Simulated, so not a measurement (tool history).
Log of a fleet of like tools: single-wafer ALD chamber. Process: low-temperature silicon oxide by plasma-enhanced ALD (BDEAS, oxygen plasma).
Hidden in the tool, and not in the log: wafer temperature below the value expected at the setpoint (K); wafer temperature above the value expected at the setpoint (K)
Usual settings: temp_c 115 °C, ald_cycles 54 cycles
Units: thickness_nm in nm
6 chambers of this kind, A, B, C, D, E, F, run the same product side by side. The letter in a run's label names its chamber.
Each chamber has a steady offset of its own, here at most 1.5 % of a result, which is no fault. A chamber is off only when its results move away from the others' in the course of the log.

| run | hour | temp_c | ald_cycles | hours since the last thermocouple change | read-back reference wafer on the same gauge, thickness_nm | thickness_nm |
|---|---|---|---|---|---|---|
| 1B | 6 | 115 | 54 | 22 | 8.6808 | 7.4743 |
| 2A | 12.3 | 115 | 54 | 803.1 | 8.6775 | 7.5506 |
| 3C | 23.8 | 115 | 54 | 1928.8 | 8.6746 | 7.4882 |
| 4F | 31.2 | 115 | 54 | 881.3 | 8.6742 | 7.4354 |
| 5E | 42.5 | 115 | 54 | 305 | 8.6705 | 7.5176 |
| 6D | 49.3 | 115 | 54 | 1075.2 | 8.6708 | 7.4104 |
| 7D | 56.8 | 115 | 54 | 1082.7 | 8.6697 | 7.3972 |
| 8A | 68.6 | 115 | 54 | 859.4 | 8.6665 | 7.52 |
| 9F | 76.8 | 115 | 54 | 926.9 | 8.6638 | 7.45 |
| 10C | 87.8 | 115 | 54 | 1992.8 | 8.6648 | 7.4857 |
| 11E | 94.2 | 115 | 54 | 356.7 | 8.6597 | 7.5084 |
| 12B | 103.5 | 115 | 54 | 119.5 | 8.6614 | 7.4685 |
| 13A | 111.4 | 115 | 54 | 902.2 | 8.6628 | 7.5357 |
| 14F | 117.6 | 115 | 54 | 967.7 | 8.6586 | 7.4391 |
| 15B | 123 | 109 | 50 | 139 | 8.6564 | 6.9606 |
| 16C | 132.8 | 109 | 50 | 2037.8 | 8.6574 | 7.0071 |
| 17D | 144.4 | 109 | 50 | 1170.3 | 8.6561 | 6.9293 |
| 18E | 156.3 | 109 | 50 | 418.8 | 8.6534 | 7.028 |
| 19F | 167.8 | 109 | 50 | 1017.9 | 8.6531 | 6.9457 |
| 20D | 177.3 | 109 | 50 | 1203.2 | 8.6512 | 6.9032 |
| 21A | 184.4 | 115 | 54 | 975.2 | 8.649 | 7.5384 |
| 22E | 194.1 | 115 | 54 | 456.6 | 8.646 | 7.5017 |
| 23C | 204.4 | 115 | 54 | 2109.4 | 8.6456 | 7.4747 |
| 24B | 214.8 | 115 | 54 | 230.8 | 8.6405 | 7.4701 |
| 25F | 222.5 | 115 | 54 | 1072.6 | 8.6393 | 7.395 |
| 26D | 230.5 | 115 | 54 | 1256.4 | 8.6405 | 7.3844 |
| 27C | 237 | 115 | 54 | 2142 | 8.6354 | 7.4785 |
| 28A | 244.9 | 115 | 54 | 1035.7 | 8.6377 | 7.5235 |
| 29B | 253.3 | 115 | 54 | 269.3 | 8.634 | 7.4243 |
| 30E | 260.3 | 115 | 54 | 522.8 | 8.6333 | 7.509 |
| 31D | 272.4 | 115 | 54 | 1298.3 | 8.6338 | 7.3868 |
| 32C | 281.5 | 115 | 44 | 2186.5 | 8.6314 | 6.0834 |
| 33B | 292.7 | 115 | 44 | 308.7 | 8.628 | 6.0586 |
| 34F | 304.3 | 115 | 44 | 1154.4 | 8.6294 | 6.0355 |
| 35A | 312.7 | 115 | 44 | 1103.5 | 8.6278 | 6.0902 |
| 36E | 321.6 | 115 | 44 | 584.1 | 8.626 | 6.0928 |

What goes on in this fleet: one chamber off, a drifting gauge, or nothing beyond the chambers' own small offsets? Name the chamber and the cause, if any.

The gauge drifts, so all chambers seem to drift together. No chamber is off.
Cause: gauge reads low (%) = 0.667.
